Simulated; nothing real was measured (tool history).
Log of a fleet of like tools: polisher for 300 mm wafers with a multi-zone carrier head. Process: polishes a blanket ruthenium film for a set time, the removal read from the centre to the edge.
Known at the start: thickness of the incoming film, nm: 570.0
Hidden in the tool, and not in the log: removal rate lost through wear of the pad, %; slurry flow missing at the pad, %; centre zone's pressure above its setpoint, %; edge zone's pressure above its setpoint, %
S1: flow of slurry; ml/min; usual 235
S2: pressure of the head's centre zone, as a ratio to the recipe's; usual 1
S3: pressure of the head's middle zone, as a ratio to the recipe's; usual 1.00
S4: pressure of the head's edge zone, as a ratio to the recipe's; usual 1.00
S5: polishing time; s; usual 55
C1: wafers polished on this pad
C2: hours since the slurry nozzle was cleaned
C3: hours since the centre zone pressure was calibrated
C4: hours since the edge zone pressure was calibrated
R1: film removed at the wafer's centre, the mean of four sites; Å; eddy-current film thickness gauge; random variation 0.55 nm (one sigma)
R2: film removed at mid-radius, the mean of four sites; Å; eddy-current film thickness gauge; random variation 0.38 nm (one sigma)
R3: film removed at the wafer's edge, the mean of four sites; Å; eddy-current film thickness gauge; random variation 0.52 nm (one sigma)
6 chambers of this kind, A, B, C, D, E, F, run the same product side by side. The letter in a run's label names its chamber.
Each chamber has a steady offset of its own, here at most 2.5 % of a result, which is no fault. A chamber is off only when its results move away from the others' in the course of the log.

At hour 3.2: chamber E: slurry nozzle cleaned.
At hour 5.7: chamber D: edge zone pressure recalibrated.
Run 1A, hour 15.3: usual settings; C1 1011; C2 161.4; C3 959.1; C4 710.6. Result: R1 483.81 Å, R2 496.42 Å, R3 488.33 Å.
Run 2F, hour 24.2: usual settings; C1 1235; C2 93.6; C3 711.8; C4 473.3. Result: R1 494.62 Å, R2 494.49 Å, R3 495.26 Å.
At hour 27.6: chamber E: worn pad replaced by a new one.
At hour 30.0: chamber B: worn pad replaced by a new one.
Run 3B, hour 31.5: usual settings; C1 16; C2 162.7; C3 473.6; C4 240.8. Result: R1 473.57 Å, R2 488.64 Å, R3 477.89 Å.
At hour 40.2: chamber A: worn pad replaced by a new one.
At hour 41.6: chamber D: worn pad replaced by a new one.
At hour 44.0: chamber C: worn pad replaced by a new one.
Run 4E, hour 47.3: usual settings; C1 214; C2 44.1; C3 160.1; C4 672.8. Result: R1 489.75 Å, R2 483.95 Å, R3 487.31 Å.
At hour 55.0: chamber F: worn pad replaced by a new one.
Run 5C, hour 55.9: usual settings; C1 129; C2 299.9; C3 638.7; C4 577.6. Result: R1 477.36 Å, R2 489.26 Å, R3 497.27 Å.
Run 6D, hour 64.2: usual settings but S3 0.92; C1 245; C2 77.5; C3 837.5; C4 58.6. Result: R1 486.25 Å, R2 456.11 Å, R3 487.54 Å.
Run 7E, hour 79.3: usual settings but S3 0.92; C1 562; C2 76.1; C3 192.1; C4 704.8. Result: R1 487.99 Å, R2 451.15 Å, R3 483.79 Å.
Run 8C, hour 89.1: usual settings but S3 0.92; C1 490; C2 333.1; C3 671.9; C4 610.8. Result: R1 489.36 Å, R2 448.72 Å, R3 489.52 Å.
Run 9D, hour 97.3: usual settings but S3 0.92; C1 605; C2 110.6; C3 870.6; C4 91.7. Result: R1 479.70 Å, R2 447.19 Å, R3 484.14 Å.
At hour 105.4: chamber B: worn pad replaced by a new one.
Run 10A, hour 110.2: usual settings but S3 0.92; C1 760; C2 256.3; C3 1054.0; C4 805.5. Result: R1 487.73 Å, R2 455.30 Å, R3 496.90 Å.
Run 11B, hour 118.3: usual settings but S3 0.92; C1 140; C2 249.5; C3 560.4; C4 327.6. Result: R1 478.29 Å, R2 443.85 Å, R3 485.38 Å.
At hour 121.5: chamber E: worn pad replaced by a new one.
Run 12F, hour 127.9: usual settings but S5 45 s; C1 791; C2 197.3; C3 815.5; C4 577.0. Result: R1 397.95 Å, R2 402.95 Å, R3 392.33 Å.
At hour 132.0: chamber D: worn pad replaced by a new one.
At hour 136.7: chamber A: worn pad replaced by a new one.
Run 13F, hour 138.6: usual settings but S5 45 s; C1 907; C2 208.0; C3 826.2; C4 587.7. Result: R1 394.53 Å, R2 404.29 Å, R3 400.23 Å.
Run 14A, hour 151.9: usual settings but S5 45 s; C1 165; C2 298.0; C3 1095.7; C4 847.2. Result: R1 397.69 Å, R2 400.58 Å, R3 399.58 Å.
Run 15C, hour 159.3: usual settings but S5 45 s; C1 1251; C2 403.3; C3 742.1; C4 681.0. Result: R1 388.50 Å, R2 401.75 Å, R3 406.00 Å.
At hour 161.2: chamber C: worn pad replaced by a new one.
Run 16E, hour 167.9: usual settings but S5 45 s; C1 504; C2 164.7; C3 280.7; C4 793.4. Result: R1 398.21 Å, R2 397.54 Å, R3 393.98 Å.
At hour 180.5: chamber B: worn pad replaced by a new one.
Run 17B, hour 183.8: usual settings but S5 45 s; C1 36; C2 315.0; C3 625.9; C4 393.1. Result: R1 384.73 Å, R2 398.60 Å, R3 388.40 Å.
At hour 190.1: chamber F: worn pad replaced by a new one.
At hour 191.0: chamber F: centre zone pressure recalibrated.
Run 18D, hour 192.4: usual settings; C1 655; C2 205.7; C3 965.7; C4 186.8. Result: R1 479.92 Å, R2 486.80 Å, R3 487.61 Å.
At hour 193.1: chamber F: slurry nozzle cleaned.
At hour 208.2: chamber D: worn pad replaced by a new one.
Run 19B, hour 208.3: usual settings; C1 302; C2 339.5; C3 650.4; C4 417.6. Result: R1 469.15 Å, R2 482.69 Å, R3 478.14 Å.
Run 20C, hour 216.9: usual settings; C1 605; C2 460.9; C3 799.7; C4 738.6. Result: R1 489.23 Å, R2 489.57 Å, R3 494.46 Å.
Run 21F, hour 224.9: usual settings; C1 378; C2 31.8; C3 33.9; C4 674.0. Result: R1 534.37 Å, R2 490.62 Å, R3 489.34 Å.
At hour 232.9: chamber E: worn pad replaced by a new one.
Run 22A, hour 234.5: usual settings; C1 1061; C2 380.6; C3 1178.3; C4 929.8. Result: R1 485.02 Å, R2 484.60 Å, R3 488.74 Å.
At hour 238.9: chamber A: centre zone pressure recalibrated.
Run 23E, hour 248.0: usual settings; C1 164; C2 244.8; C3 360.8; C4 873.5. Result: R1 495.57 Å, R2 486.57 Å, R3 489.25 Å.
At hour 258.3: chamber B: worn pad replaced by a new one.
At hour 260.4: chamber A: worn pad replaced by a new one.
Run 24D, hour 263.3: usual settings; C1 598; C2 276.6; C3 1036.6; C4 257.7. Result: R1 490.45 Å, R2 483.57 Å, R3 483.06 Å.
At hour 268.1: chamber C: worn pad replaced by a new one.
Run 25A, hour 271.3: usual settings; C1 119; C2 417.4; C3 32.5; C4 966.6. Result: R1 483.55 Å, R2 486.80 Å, R3 485.42 Å.
Run 26E, hour 281.9: usual settings; C1 532; C2 278.7; C3 394.7; C4 907.4. Result: R1 496.66 Å, R2 489.03 Å, R3 485.35 Å.
At hour 284.2: chamber D: worn pad replaced by a new one.
Run 27D, hour 292.8: usual settings but S4 0.91, S5 46 s; C1 93; C2 306.1; C3 1066.1; C4 287.2. Result: R1 402.45 Å, R2 411.96 Å, R3 385.56 Å.
Run 28F, hour 308.2: usual settings but S4 0.91, S5 46 s; C1 1282; C2 115.1; C3 117.2; C4 757.3. Result: R1 442.12 Å, R2 410.88 Å, R3 392.78 Å.
At hour 319.4: chamber F: worn pad replaced by a new one.
Run 29C, hour 322.2: usual settings but S4 0.91, S5 46 s; C1 587; C2 566.2; C3 905.0; C4 843.9. Result: R1 405.29 Å, R2 409.94 Å, R3 393.13 Å.
At hour 332.0: chamber E: worn pad replaced by a new one.
Run 30B, hour 333.4: usual settings but S4 0.91, S5 46 s; C1 815; C2 464.6; C3 775.5; C4 542.7. Result: R1 402.36 Å, R2 403.00 Å, R3 386.22 Å.
At hour 334.3: chamber B: worn pad replaced by a new one.
Run 31B, hour 346.6: usual settings but S4 0.91, S5 46 s; C1 133; C2 477.8; C3 788.7; C4 555.9. Result: R1 400.99 Å, R2 407.92 Å, R3 387.01 Å.
Run 32A, hour 363.1: usual settings but S4 0.91, S5 46 s; C1 1115; C2 509.2; C3 124.3; C4 1058.4. Result: R1 402.01 Å, R2 413.37 Å, R3 387.84 Å.
Run 33E, hour 375.9: usual settings; C1 476; C2 372.7; C3 488.7; C4 1001.4. Result: R1 491.03 Å, R2 486.95 Å, R3 488.96 Å.
At hour 378.4: chamber D: worn pad replaced by a new one.
At hour 380.2: chamber C: worn pad replaced by a new one.
Run 34D, hour 392.3: usual settings; C1 150; C2 405.6; C3 1165.6; C4 386.7. Result: R1 470.99 Å, R2 487.86 Å, R3 488.52 Å.
At hour 396.7: chamber C: slurry nozzle cleaned.
Run 35F, hour 401.2: usual settings but S1 310 ml/min, S3 0.88; C1 888; C2 208.1; C3 210.2; C4 850.3. Result: R1 543.01 Å, R2 451.51 Å, R3 501.19 Å.
Run 36C, hour 415.3: usual settings but S1 310 ml/min, S3 0.88; C1 381; C2 18.6; C3 998.1; C4 937.0. Result: R1 495.59 Å, R2 448.14 Å, R3 496.68 Å.
At hour 423.6: chamber E: worn pad replaced by a new one.
Run 37E, hour 427.8: usual settings but S1 310 ml/min, S3 0.88; C1 46; C2 424.6; C3 540.6; C4 1053.3. Result: R1 498.70 Å, R2 450.99 Å, R3 493.12 Å.

Is one chamber off against the others, does the gauge drift, or is nothing wrong? If a chamber is off, say which, and what the likeliest cause is.

A service left chamber F off against the others.
Cause: centre zone's pressure above its setpoint, % = 7.22.

Here are 4 candidates for chamber F's next run, each the usual settings with a change, their results left as question marks. Which one brings its results back in line with what the others give on the usual settings?
In line means no further than this from the other chambers' mean on the usual settings: R1 19.00 Å; R2 13.00 Å; R3 18.00 Å
Run 38F-1, hour 439.7: usual settings but S1 240 ml/min, S2 1.07, S3 0.98, S4 0.98, S5 56 s. Result: R1 ?, R2 ?, R3 ?.
Run 38F-2, hour 439.7: usual settings but S1 245 ml/min, S2 1.13, S3 0.97, S4 0.96, S5 56 s. Result: R1 ?, R2 ?, R3 ?.
Run 38F-3, hour 439.7: usual settings but S1 230 ml/min, S2 0.94, S3 1.01, S4 1.02. Result: R1 ?, R2 ?, R3 ?.
Run 38F-4, hour 439.7: usual settings but S1 225 ml/min, S2 0.87, S3 1.03, S4 1.04, S5 54 s. Result: R1 ?, R2 ?, R3 ?.

The other chambers' mean on the usual settings: R1 484.54 Å; R2 487.08 Å; R3 486.59 Å
  run      R1      R2      R3
38F-1  581.47  487.72  490.31
38F-2  619.02  484.36  486.20
38F-3  491.98  489.83  489.37
38F-4  441.61  488.26  484.17
38F-3 brings the chamber back in line.
